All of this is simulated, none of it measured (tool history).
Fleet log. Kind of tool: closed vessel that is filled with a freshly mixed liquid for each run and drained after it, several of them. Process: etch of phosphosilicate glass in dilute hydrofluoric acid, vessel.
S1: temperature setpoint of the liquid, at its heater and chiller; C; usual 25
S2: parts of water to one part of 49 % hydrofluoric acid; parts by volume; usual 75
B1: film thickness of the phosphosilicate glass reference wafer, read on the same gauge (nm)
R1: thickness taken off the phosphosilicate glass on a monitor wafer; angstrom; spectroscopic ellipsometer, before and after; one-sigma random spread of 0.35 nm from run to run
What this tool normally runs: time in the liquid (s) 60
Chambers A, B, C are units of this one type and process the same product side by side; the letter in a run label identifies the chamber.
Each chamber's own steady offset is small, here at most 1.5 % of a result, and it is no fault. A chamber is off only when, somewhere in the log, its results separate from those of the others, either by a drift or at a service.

{"run": "1B", "hour": 11.6, "S1": 25, "S2": 75, "time in the liquid (s)": 60, "B1": 50.013, "R1": 517.47}
{"run": "2C", "hour": 19.4, "S1": 25, "S2": 75, "time in the liquid (s)": 60, "B1": 49.984, "R1": 529.75}
{"hour": 23.3, "done": "chamber B: hydrofluoric acid flow meter replaced"}
{"run": "3A", "hour": 32.0, "S1": 25, "S2": 75, "time in the liquid (s)": 60, "B1": 50.011, "R1": 520.23}
{"run": "4B", "hour": 40.2, "S1": 25, "S2": 75, "time in the liquid (s)": 60, "B1": 50.031, "R1": 519.82}
{"run": "5A", "hour": 46.7, "S1": 25, "S2": 75, "time in the liquid (s)": 60, "B1": 50.009, "R1": 517.17}
{"run": "6C", "hour": 56.9, "S1": 25, "S2": 75, "time in the liquid (s)": 60, "B1": 49.991, "R1": 528.53}
{"run": "7C", "hour": 67.8, "S1": 25, "S2": 75, "time in the liquid (s)": 60, "B1": 49.985, "R1": 517.98}
{"run": "8A", "hour": 78.2, "S1": 25, "S2": 75, "time in the liquid (s)": 60, "B1": 50.027, "R1": 517.07}
{"run": "9B", "hour": 84.3, "S1": 25, "S2": 75, "time in the liquid (s)": 60, "B1": 49.966, "R1": 513.4}
{"run": "10C", "hour": 92.7, "S1": 25, "S2": 75, "time in the liquid (s)": 60, "B1": 50.026, "R1": 522.27}
{"run": "11B", "hour": 105.0, "S1": 25, "S2": 75, "time in the liquid (s)": 60, "B1": 50.065, "R1": 521.05}
{"run": "12A", "hour": 113.4, "S1": 25, "S2": 75, "time in the liquid (s)": 90, "B1": 49.984, "R1": 778.76}
{"run": "13B", "hour": 124.4, "S1": 25, "S2": 75, "time in the liquid (s)": 90, "B1": 49.976, "R1": 783.13}
{"run": "14A", "hour": 134.2, "S1": 25, "S2": 75, "time in the liquid (s)": 90, "B1": 49.968, "R1": 765.01}
{"run": "15C", "hour": 141.9, "S1": 25, "S2": 75, "time in the liquid (s)": 60, "B1": 49.981, "R1": 528.12}
{"run": "16C", "hour": 151.4, "S1": 25, "S2": 75, "time in the liquid (s)": 60, "B1": 50.028, "R1": 528.59}
{"run": "17B", "hour": 157.7, "S1": 25, "S2": 75, "time in the liquid (s)": 60, "B1": 49.949, "R1": 515.65}
{"run": "18A", "hour": 166.3, "S1": 25, "S2": 75, "time in the liquid (s)": 60, "B1": 49.996, "R1": 513.04}
{"run": "19B", "hour": 172.5, "S1": 25, "S2": 75, "time in the liquid (s)": 60, "B1": 49.997, "R1": 515.89}
{"run": "20A", "hour": 183.0, "S1": 25, "S2": 35, "time in the liquid (s)": 60, "B1": 49.99, "R1": 1206.5}
{"run": "21C", "hour": 193.7, "S1": 25, "S2": 35, "time in the liquid (s)": 60, "B1": 49.983, "R1": 1191.1}
{"run": "22B", "hour": 201.4, "S1": 25, "S2": 35, "time in the liquid (s)": 60, "B1": 49.989, "R1": 1146.6}
{"run": "23C", "hour": 211.3, "S1": 25, "S2": 75, "time in the liquid (s)": 60, "B1": 50.008, "R1": 523.85}
{"run": "24A", "hour": 220.1, "S1": 25, "S2": 75, "time in the liquid (s)": 60, "B1": 49.99, "R1": 521.74}
{"run": "25B", "hour": 230.8, "S1": 25, "S2": 75, "time in the liquid (s)": 60, "B1": 50.005, "R1": 519.85}
{"run": "26A", "hour": 241.4, "S1": 25, "S2": 75, "time in the liquid (s)": 90, "B1": 50.044, "R1": 776.46}
{"run": "27C", "hour": 248.5, "S1": 25, "S2": 75, "time in the liquid (s)": 90, "B1": 50.02, "R1": 791.31}
{"run": "28A", "hour": 257.5, "S1": 25, "S2": 75, "time in the liquid (s)": 90, "B1": 50.039, "R1": 780.39}
{"run": "29C", "hour": 266.7, "S1": 25, "S2": 75, "time in the liquid (s)": 60, "B1": 49.963, "R1": 524.01}
{"run": "30B", "hour": 274.9, "S1": 29.5, "S2": 75, "time in the liquid (s)": 80, "B1": 50.021, "R1": 822.69}
{"run": "31C", "hour": 286.7, "S1": 29.5, "S2": 75, "time in the liquid (s)": 80, "B1": 49.987, "R1": 831.11}
{"run": "32B", "hour": 296.8, "S1": 29.5, "S2": 75, "time in the liquid (s)": 80, "B1": 50.03, "R1": 827.8}
{"run": "33A", "hour": 306.4, "S1": 25, "S2": 75, "time in the liquid (s)": 60, "B1": 49.976, "R1": 515.15}
{"run": "34A", "hour": 314.3, "S1": 25, "S2": 75, "time in the liquid (s)": 60, "B1": 49.978, "R1": 521.66}
{"run": "35B", "hour": 326.4, "S1": 25, "S2": 75, "time in the liquid (s)": 60, "B1": 50.015, "R1": 518.24}
{"run": "36C", "hour": 334.8, "S1": 25, "S2": 75, "time in the liquid (s)": 60, "B1": 50.014, "R1": 524.19}
{"run": "37C", "hour": 344.3, "S1": 25, "S2": 75, "time in the liquid (s)": 60, "B1": 49.994, "R1": 528.19}
{"run": "38A", "hour": 353.4, "S1": 25, "S2": 75, "time in the liquid (s)": 60, "B1": 50.018, "R1": 520}
{"run": "39B", "hour": 358.9, "S1": 25, "S2": 100, "time in the liquid (s)": 60, "B1": 50, "R1": 380.85}

Is one chamber out of step, is the gauge drifting, or do the chambers differ by no more than their own small offsets? For an off chamber, give its letter and the likeliest cause.

Neither any chamber nor the gauge drifts; the chambers differ only by their own small, steady offsets.
